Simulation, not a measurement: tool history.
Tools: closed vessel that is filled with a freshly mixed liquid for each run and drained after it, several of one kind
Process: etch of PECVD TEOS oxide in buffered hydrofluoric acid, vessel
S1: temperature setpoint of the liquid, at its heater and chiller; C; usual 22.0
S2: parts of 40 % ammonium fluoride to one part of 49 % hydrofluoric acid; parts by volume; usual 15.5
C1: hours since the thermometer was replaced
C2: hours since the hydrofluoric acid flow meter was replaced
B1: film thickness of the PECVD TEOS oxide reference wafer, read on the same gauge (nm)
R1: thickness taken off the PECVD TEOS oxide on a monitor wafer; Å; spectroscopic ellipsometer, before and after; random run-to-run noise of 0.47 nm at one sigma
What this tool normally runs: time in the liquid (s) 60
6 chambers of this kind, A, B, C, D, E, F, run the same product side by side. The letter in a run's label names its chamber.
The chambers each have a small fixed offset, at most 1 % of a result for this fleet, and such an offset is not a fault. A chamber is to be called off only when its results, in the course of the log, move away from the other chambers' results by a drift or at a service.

run 1F day=0.129 | S1=22.0 S2=15.5 time_in_the_liquid_(s)=60 | C1=1267.7 C2=666.3 | B1=30.006 | R1=771.52
run 2A day=0.312 | S1=22.0 S2=15.5 time_in_the_liquid_(s)=60 | C1=401.9 C2=768.3 | B1=29.996 | R1=779.94
run 3E day=0.488 | S1=22.0 S2=15.5 time_in_the_liquid_(s)=60 | C1=1061.3 C2=123.6 | B1=30.003 | R1=767.62
run 4C day=0.646 | S1=22.0 S2=15.5 time_in_the_liquid_(s)=60 | C1=1065.4 C2=61.0 | B1=29.989 | R1=776.71
run 5B day=0.825 | S1=22.0 S2=15.5 time_in_the_liquid_(s)=60 | C1=2261.8 C2=183.3 | B1=29.996 | R1=766.97
run 6D day=1.058 | S1=22.0 S2=15.5 time_in_the_liquid_(s)=60 | C1=1562.6 C2=1465.0 | B1=30.003 | R1=769.37
run 7C day=1.233 | S1=22.0 S2=15.5 time_in_the_liquid_(s)=60 | C1=1079.5 C2=75.1 | B1=30.007 | R1=780.06
run 8A day=1.371 | S1=22.0 S2=15.5 time_in_the_liquid_(s)=60 | C1=427.3 C2=793.7 | B1=30.020 | R1=776.71
run 9F day=1.583 | S1=22.0 S2=15.5 time_in_the_liquid_(s)=60 | C1=1302.6 C2=701.2 | B1=29.989 | R1=765.93
run 10B day=1.725 | S1=22.0 S2=15.5 time_in_the_liquid_(s)=60 | C1=2283.4 C2=204.9 | B1=30.033 | R1=775.85
run 11E day=2.004 | S1=22.0 S2=15.5 time_in_the_liquid_(s)=60 | C1=1097.7 C2=160.0 | B1=30.018 | R1=781.26
run 12D day=2.129 | S1=22.0 S2=15.5 time_in_the_liquid_(s)=60 | C1=1588.3 C2=1490.7 | B1=29.985 | R1=773.32
run 13C day=2.354 | S1=22.0 S2=21.5 time_in_the_liquid_(s)=60 | C1=1106.4 C2=102.0 | B1=30.016 | R1=576.42
run 14D day=2.579 | S1=22.0 S2=21.5 time_in_the_liquid_(s)=60 | C1=1599.1 C2=1501.5 | B1=29.971 | R1=577.82
run 15A day=2.842 | S1=22.0 S2=21.5 time_in_the_liquid_(s)=60 | C1=462.6 C2=829.0 | B1=30.000 | R1=576.68
run 16F day=3.062 | S1=22.0 S2=21.5 time_in_the_liquid_(s)=60 | C1=1338.1 C2=736.7 | B1=29.990 | R1=568.75
run 17E day=3.329 | S1=22.0 S2=21.5 time_in_the_liquid_(s)=60 | C1=1129.5 C2=191.8 | B1=30.005 | R1=571.65
run 18B day=3.517 | S1=22.0 S2=21.5 time_in_the_liquid_(s)=60 | C1=2326.4 C2=247.9 | B1=30.014 | R1=577.02
run 19A day=3.688 | S1=22.0 S2=15.5 time_in_the_liquid_(s)=60 | C1=482.9 C2=849.3 | B1=30.011 | R1=780.45
run 20F day=3.912 | S1=22.0 S2=15.5 time_in_the_liquid_(s)=60 | C1=1358.5 C2=757.1 | B1=29.994 | R1=777.53
run 21C day=4.042 | S1=22.0 S2=15.5 time_in_the_liquid_(s)=60 | C1=1146.9 C2=142.5 | B1=30.010 | R1=783.17
run 22B day=4.246 | S1=22.0 S2=15.5 time_in_the_liquid_(s)=60 | C1=2343.9 C2=265.4 | B1=29.988 | R1=791.40
run 23D day=4.525 | S1=22.0 S2=15.5 time_in_the_liquid_(s)=60 | C1=1645.8 C2=1548.2 | B1=29.994 | R1=766.07
run 24E day=4.692 | S1=17.5 S2=15.5 time_in_the_liquid_(s)=60 | C1=1162.2 C2=224.5 | B1=29.975 | R1=604.77
run 25E day=4.842 | S1=17.5 S2=15.5 time_in_the_liquid_(s)=60 | C1=1165.8 C2=228.1 | B1=30.022 | R1=603.41
run 26D day=5.004 | S1=17.5 S2=15.5 time_in_the_liquid_(s)=60 | C1=1657.3 C2=1559.7 | B1=29.991 | R1=596.12
run 27C day=5.254 | S1=17.5 S2=15.5 time_in_the_liquid_(s)=60 | C1=1176.0 C2=171.6 | B1=30.006 | R1=606.07
run 28A day=5.492 | S1=17.5 S2=15.5 time_in_the_liquid_(s)=60 | C1=526.2 C2=892.6 | B1=29.989 | R1=599.31
run 29F day=5.742 | S1=17.5 S2=15.5 time_in_the_liquid_(s)=60 | C1=1402.4 C2=801.0 | B1=29.992 | R1=606.16
run 30B day=5.871 | S1=22.0 S2=15.5 time_in_the_liquid_(s)=60 | C1=2382.9 C2=304.4 | B1=29.990 | R1=811.95
run 31B day=6.092 | S1=22.0 S2=15.5 time_in_the_liquid_(s)=60 | C1=2388.2 C2=309.7 | B1=29.989 | R1=811.20
run 32C day=6.271 | S1=22.0 S2=15.5 time_in_the_liquid_(s)=60 | C1=1200.4 C2=196.0 | B1=29.991 | R1=775.13
run 33E day=6.446 | S1=22.0 S2=15.5 time_in_the_liquid_(s)=60 | C1=1204.3 C2=266.6 | B1=30.020 | R1=783.62
run 34F day=6.658 | S1=22.0 S2=15.5 time_in_the_liquid_(s)=60 | C1=1424.4 C2=823.0 | B1=30.007 | R1=771.99
run 35A day=6.879 | S1=22.0 S2=20.0 time_in_the_liquid_(s)=75 | C1=559.5 C2=925.9 | B1=30.013 | R1=759.24
run 36D day=7.154 | S1=22.0 S2=20.0 time_in_the_liquid_(s)=75 | C1=1708.9 C2=1611.3 | B1=29.996 | R1=753.72

What goes on in this fleet: one chamber off, a drifting gauge, or nothing beyond the chambers' own small offsets? Name the chamber and the cause, if any.

It is chamber B that slowly wanders off from its peers.
Cause: hydrofluoric acid flow above the setpoint (%) = 6.81.
Not necessarily distinguishable in this log from: liquid hotter than its thermometer reads (K).

Which of the 4 candidates below, each the usual settings with something changed and its results left as question marks, puts chamber B back in line with what the other chambers give on the usual settings?
In line here means within this much of the mean the other chambers give on the usual settings: R1 16.00 Å
run 37B-1 day=7.354 | S1=21.5 S2=16.0 time_in_the_liquid_(s)=60 | R1=?
run 37B-2 day=7.354 | S1=22.0 S2=16.0 time_in_the_liquid_(s)=55 | R1=?
run 37B-3 day=7.354 | S1=22.5 S2=15.0 time_in_the_liquid_(s)=60 | R1=?
run 37B-4 day=7.354 | S1=22.5 S2=15.5 time_in_the_liquid_(s)=65 | R1=?

The mean the other chambers reach with the usual settings: R1 775.98 Å
run=37B-1 R1=775.13
run=37B-2 R1=730.09
run=37B-3 R1=871.51
run=37B-4 R1=914.67
The answer is 37B-1, which returns the chamber to within the allowed miss of the others.
